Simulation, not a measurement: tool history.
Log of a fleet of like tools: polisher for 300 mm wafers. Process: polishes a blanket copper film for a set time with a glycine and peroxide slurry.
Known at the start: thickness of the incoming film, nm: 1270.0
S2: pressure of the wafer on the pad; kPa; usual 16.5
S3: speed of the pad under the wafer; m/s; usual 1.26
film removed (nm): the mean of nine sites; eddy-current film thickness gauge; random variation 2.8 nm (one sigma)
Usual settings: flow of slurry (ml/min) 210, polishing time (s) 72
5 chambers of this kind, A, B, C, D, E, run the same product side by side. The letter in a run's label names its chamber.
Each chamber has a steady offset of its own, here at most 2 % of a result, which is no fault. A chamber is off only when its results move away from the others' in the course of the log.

{"hour": 6.2, "done": "chamber E: slurry nozzle cleaned"}
{"run": "1A", "hour": 9.9, "flow of slurry (ml/min)": 210, "S2": 16.5, "S3": 1.26, "polishing time (s)": 72, "film removed (nm)": 371.64}
{"hour": 18.4, "done": "chamber A: worn pad replaced by a new one"}
{"run": "2B", "hour": 19.0, "flow of slurry (ml/min)": 210, "S2": 16.5, "S3": 1.26, "polishing time (s)": 72, "film removed (nm)": 374.77}
{"hour": 24.7, "done": "chamber C: worn pad replaced by a new one"}
{"run": "3D", "hour": 26.7, "flow of slurry (ml/min)": 210, "S2": 16.5, "S3": 1.26, "polishing time (s)": 72, "film removed (nm)": 372.04}
{"hour": 35.1, "done": "chamber B: worn pad replaced by a new one"}
{"hour": 36.0, "done": "chamber E: worn pad replaced by a new one"}
{"run": "4C", "hour": 36.8, "flow of slurry (ml/min)": 210, "S2": 16.5, "S3": 1.26, "polishing time (s)": 72, "film removed (nm)": 381.19}
{"run": "5E", "hour": 43.6, "flow of slurry (ml/min)": 210, "S2": 16.5, "S3": 1.26, "polishing time (s)": 72, "film removed (nm)": 383.62}
{"run": "6E", "hour": 50.0, "flow of slurry (ml/min)": 210, "S2": 16.5, "S3": 1.26, "polishing time (s)": 72, "film removed (nm)": 381.64}
{"hour": 51.5, "done": "chamber D: worn pad replaced by a new one"}
{"run": "7B", "hour": 60.3, "flow of slurry (ml/min)": 145, "S2": 17.9, "S3": 1.26, "polishing time (s)": 72, "film removed (nm)": 376.28}
{"run": "8A", "hour": 65.5, "flow of slurry (ml/min)": 145, "S2": 17.9, "S3": 1.26, "polishing time (s)": 72, "film removed (nm)": 370.86}
{"run": "9D", "hour": 72.6, "flow of slurry (ml/min)": 145, "S2": 17.9, "S3": 1.26, "polishing time (s)": 72, "film removed (nm)": 368.4}
{"run": "10C", "hour": 78.5, "flow of slurry (ml/min)": 145, "S2": 17.9, "S3": 1.26, "polishing time (s)": 72, "film removed (nm)": 375.54}
{"hour": 84.7, "done": "chamber C: worn pad replaced by a new one"}
{"run": "11C", "hour": 86.3, "flow of slurry (ml/min)": 145, "S2": 17.9, "S3": 1.26, "polishing time (s)": 72, "film removed (nm)": 377.66}
{"run": "12B", "hour": 92.6, "flow of slurry (ml/min)": 210, "S2": 16.5, "S3": 1.26, "polishing time (s)": 72, "film removed (nm)": 377.23}
{"run": "13E", "hour": 99.1, "flow of slurry (ml/min)": 210, "S2": 16.5, "S3": 1.52, "polishing time (s)": 72, "film removed (nm)": 448.58}
{"run": "14D", "hour": 109.0, "flow of slurry (ml/min)": 210, "S2": 16.5, "S3": 1.52, "polishing time (s)": 72, "film removed (nm)": 421.44}
{"run": "15A", "hour": 118.6, "flow of slurry (ml/min)": 210, "S2": 16.5, "S3": 1.52, "polishing time (s)": 72, "film removed (nm)": 439.14}
{"hour": 120.8, "done": "chamber A: worn pad replaced by a new one"}
{"run": "16B", "hour": 126.3, "flow of slurry (ml/min)": 210, "S2": 16.5, "S3": 1.52, "polishing time (s)": 72, "film removed (nm)": 445}
{"run": "17D", "hour": 134.6, "flow of slurry (ml/min)": 210, "S2": 16.5, "S3": 1.52, "polishing time (s)": 72, "film removed (nm)": 421.52}
{"hour": 140.1, "done": "chamber E: worn pad replaced by a new one"}
{"run": "18A", "hour": 144.4, "flow of slurry (ml/min)": 210, "S2": 16.5, "S3": 1.44, "polishing time (s)": 72, "film removed (nm)": 418.97}
{"hour": 148.4, "done": "chamber C: worn pad replaced by a new one"}
{"run": "19E", "hour": 153.7, "flow of slurry (ml/min)": 210, "S2": 16.5, "S3": 1.44, "polishing time (s)": 72, "film removed (nm)": 431.85}
{"run": "20C", "hour": 158.7, "flow of slurry (ml/min)": 210, "S2": 16.5, "S3": 1.44, "polishing time (s)": 72, "film removed (nm)": 413.53}
{"run": "21C", "hour": 164.0, "flow of slurry (ml/min)": 210, "S2": 16.5, "S3": 1.44, "polishing time (s)": 72, "film removed (nm)": 422.86}
{"run": "22B", "hour": 169.1, "flow of slurry (ml/min)": 210, "S2": 16.5, "S3": 1.44, "polishing time (s)": 72, "film removed (nm)": 420.38}
{"run": "23E", "hour": 174.5, "flow of slurry (ml/min)": 210, "S2": 16.5, "S3": 1.26, "polishing time (s)": 59, "film removed (nm)": 310.06}
{"run": "24D", "hour": 179.9, "flow of slurry (ml/min)": 210, "S2": 16.5, "S3": 1.26, "polishing time (s)": 59, "film removed (nm)": 287.32}
{"run": "25A", "hour": 184.8, "flow of slurry (ml/min)": 210, "S2": 16.5, "S3": 1.26, "polishing time (s)": 59, "film removed (nm)": 305.9}
{"run": "26E", "hour": 191.8, "flow of slurry (ml/min)": 210, "S2": 16.5, "S3": 1.26, "polishing time (s)": 59, "film removed (nm)": 313.67}
{"run": "27D", "hour": 196.3, "flow of slurry (ml/min)": 210, "S2": 16.5, "S3": 1.26, "polishing time (s)": 59, "film removed (nm)": 288.09}
{"hour": 199.1, "done": "chamber B: worn pad replaced by a new one"}
{"hour": 199.3, "done": "chamber A: head pressure recalibrated"}
{"hour": 201.8, "done": "chamber C: worn pad replaced by a new one"}
{"run": "28C", "hour": 205.7, "flow of slurry (ml/min)": 255, "S2": 16.5, "S3": 1.26, "polishing time (s)": 72, "film removed (nm)": 385.15}
{"run": "29A", "hour": 210.8, "flow of slurry (ml/min)": 255, "S2": 16.5, "S3": 1.26, "polishing time (s)": 72, "film removed (nm)": 378.11}
{"run": "30B", "hour": 218.9, "flow of slurry (ml/min)": 255, "S2": 16.5, "S3": 1.26, "polishing time (s)": 72, "film removed (nm)": 380.51}

What goes on in this fleet: one chamber off, a drifting gauge, or nothing beyond the chambers' own small offsets? Name the chamber and the cause, if any.

Chamber D drifts away from the others.
Cause: slurry flow missing at the pad, % = 39.7.
The log may not tell that from: head's pressure below its setpoint, %.

Here are 4 candidates for chamber D's next run, each the usual settings with a change, their results left as question marks. Which one brings its results back in line with what the others give on the usual settings?
In line means no further than this from the other chambers' mean on the usual settings: film removed (nm) 9.7
{"run": "31D-1", "hour": 226.4, "flow of slurry (ml/min)": 210, "S2": 16.5, "S3": 1.26, "polishing time (s)": 75, "film removed (nm)": "?"}
{"run": "31D-2", "hour": 226.4, "flow of slurry (ml/min)": 210, "S2": 16.5, "S3": 1.12, "polishing time (s)": 72, "film removed (nm)": "?"}
{"run": "31D-3", "hour": 226.4, "flow of slurry (ml/min)": 210, "S2": 16.5, "S3": 1.26, "polishing time (s)": 69, "film removed (nm)": "?"}
{"run": "31D-4", "hour": 226.4, "flow of slurry (ml/min)": 210, "S2": 17.2, "S3": 1.3, "polishing time (s)": 75, "film removed (nm)": "?"}

The other chambers' mean on the usual settings: film removed (nm) 376.2
run=31D-1 film_removed_(nm)=354.49
run=31D-2 film_removed_(nm)=308.43
run=31D-3 film_removed_(nm)=326.13
run=31D-4 film_removed_(nm)=376.91
31D-4 brings the chamber back in line.
